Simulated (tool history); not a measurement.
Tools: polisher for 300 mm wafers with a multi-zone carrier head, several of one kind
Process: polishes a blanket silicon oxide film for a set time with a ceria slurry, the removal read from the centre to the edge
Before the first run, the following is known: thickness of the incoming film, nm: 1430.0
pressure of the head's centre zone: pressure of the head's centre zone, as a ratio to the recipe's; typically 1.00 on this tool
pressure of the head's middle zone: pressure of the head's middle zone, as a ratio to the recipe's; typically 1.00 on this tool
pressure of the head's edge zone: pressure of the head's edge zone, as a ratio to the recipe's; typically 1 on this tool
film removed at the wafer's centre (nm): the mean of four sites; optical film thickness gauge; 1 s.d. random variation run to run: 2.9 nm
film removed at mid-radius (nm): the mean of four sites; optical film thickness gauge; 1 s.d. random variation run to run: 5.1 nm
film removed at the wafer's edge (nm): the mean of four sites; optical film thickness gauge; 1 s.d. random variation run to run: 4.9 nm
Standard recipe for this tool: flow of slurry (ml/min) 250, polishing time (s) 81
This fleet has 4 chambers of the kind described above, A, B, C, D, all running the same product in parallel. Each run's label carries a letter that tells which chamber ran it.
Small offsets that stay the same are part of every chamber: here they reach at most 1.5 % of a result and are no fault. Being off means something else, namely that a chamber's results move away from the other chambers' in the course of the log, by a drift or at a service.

run    day  flow of slurry (ml/min)  pressure of the head's centre zone  pressure of the head's middle zone  pressure of the head's edge zone  polishing time (s)  wafers polished on this pad  hours since the slurry nozzle was cleaned  hours since the centre zone pressure was calibrated  hours since the edge zone pressure was calibrated  film removed at the wafer's centre (nm)  film removed at mid-radius (nm)  film removed at the wafer's edge (nm)
     0.033  -- chamber A: centre zone pressure recalibrated
     0.346  -- chamber A: worn pad replaced by a new one
 1A  0.375                      250                                1.00                                1.00                                 1                  81                            7                                      334.1                                                  8.3                                              474.1                                   431.71                           432.14                                 430.81
 2D  0.804                      250                                1.00                                1.00                                 1                  81                          869                                      173.7                                                492.1                                              145.1                                   422.81                           437.49                                 435.81
 3C  1.017                      250                                1.00                                1.00                                 1                  81                          543                                      562.0                                                327.4                                              298.7                                   427.48                           433.37                                 439.69
     1.050  -- chamber B: slurry nozzle cleaned
 4B  1.288                      250                                1.00                                1.00                                 1                  81                          663                                        5.7                                                273.1                                              194.2                                   434.77                           438.27                                 435.70
 5A  1.658                      250                                0.91                                0.94                                 1                  81                          301                                      364.9                                                 39.1                                              504.9                                   387.79                           403.67                                 425.94
 6D  2.025                      250                                0.91                                0.94                                 1                  81                         1148                                      203.0                                                521.4                                              174.4                                   384.19                           412.12                                 438.91
     2.079  -- chamber C: worn pad replaced by a new one
 7C  2.300                      250                                0.91                                0.94                                 1                  81                           51                                      592.8                                                358.2                                              329.5                                   384.59                           402.26                                 429.62
     2.367  -- chamber A: edge zone pressure recalibrated
 8B  2.533                      250                                0.91                                0.94                                 1                  81                          949                                       35.6                                                303.0                                              224.1                                   392.64                           400.26                                 416.60
 9C  2.933                      250                                1.00                                1.00                                 1                  81                          196                                      608.0                                                373.4                                              344.7                                   424.68                           430.93                                 430.85
     3.088  -- chamber B: worn pad replaced by a new one
10A  3.317                      250                                1.00                                1.00                                 1                  81                          680                                      404.7                                                 78.9                                               22.8                                   433.69                           434.49                                 424.66
11B  3.662                      250                                1.00                                1.00                                 1                  81                          131                                       62.7                                                330.1                                              251.2                                   439.31                           428.52                                 428.95
     3.838  -- chamber D: worn pad replaced by a new one
12D  4.092                      250                                1.00                                1.00                                 1                  81                           58                                      252.6                                                571.0                                              224.0                                   422.86                           427.89                                 431.16
13A  4.408                      250                                1.00                                1.00                                 1                  81                          931                                      430.9                                                105.1                                               49.0                                   432.09                           428.04                                 425.67
     4.462  -- chamber A: slurry nozzle cleaned
     4.600  -- chamber A: worn pad replaced by a new one
14B  4.729                      250                                1.00                                1.00                                 1                  81                          376                                       88.3                                                355.7                                              276.8                                   437.79                           429.12                                 428.82
15C  4.988                      250                                1.00                                1.10                                 1                  81                          667                                      657.3                                                422.7                                              394.0                                   432.22                           464.16                                 424.25
16D  5.200                      250                                1.00                                1.10                                 1                  81                          312                                      279.2                                                597.6                                              250.6                                   426.89                           464.10                                 422.55
17D  5.446                      250                                1.00                                1.10                                 1                  81                          368                                      285.1                                                603.5                                              256.5                                   428.60                           476.33                                 432.29
     5.583  -- chamber C: worn pad replaced by a new one
18C  5.908                      250                                1.00                                1.10                                 1                  81                           75                                      679.4                                                444.8                                              416.1                                   430.59                           467.33                                 425.56
19A  6.158                      250                                1.00                                1.00                                 1                  81                          357                                       40.7                                                147.1                                               91.0                                   430.89                           435.91                                 428.67
20B  6.429                      250                                1.00                                1.00                                 1                  81                          765                                      129.1                                                396.5                                              317.6                                   430.19                           422.19                                 423.89
21C  6.892                      250                                1.00                                1.00                                 1                  81                          300                                      703.0                                                468.4                                              439.7                                   429.21                           428.34                                 441.69
22A  7.271                      250                                1.00                                1.00                                 1                  66                          612                                       67.4                                                173.8                                              117.7                                   353.38                           353.23                                 342.31
23B  7.504                      250                                1.00                                1.00                                 1                  66                         1011                                      154.9                                                422.3                                              343.4                                   350.41                           351.95                                 345.44
     7.642  -- chamber B: worn pad replaced by a new one
24D  7.779                      250                                1.00                                1.00                                 1                  66                          903                                      341.1                                                659.5                                              312.5                                   341.15                           351.61                                 350.01
25B  8.171                      250                                1.00                                1.00                                 1                  66                          121                                      170.9                                                438.3                                              359.4                                   351.15                           349.50                                 347.43

The same settings go to every chamber for the next run, one line per chamber below. Forecast the results for each:
26A  8.504                      300                                1.00                                1.00                                 1                  81                                                                                                                                                                                                                        ?                                ?                                      ?
26B  8.504                      300                                1.00                                1.00                                 1                  81                                                                                                                                                                                                                        ?                                ?                                      ?
26C  8.504                      300                                1.00                                1.00                                 1                  81                                                                                                                                                                                                                        ?                                ?                                      ?
26D  8.504                      300                                1.00                                1.00                                 1                  81                                                                                                                                                                                                                        ?                                ?                                      ?

run  film removed at the wafer's centre (nm)  film removed at mid-radius (nm)  film removed at the wafer's edge (nm)
26A                                   441.22                           431.06                                 434.02
26B                                   445.31                           438.01                                 424.73
26C                                   433.94                           436.82                                 440.84
26D                                   428.65                           442.76                                 431.60
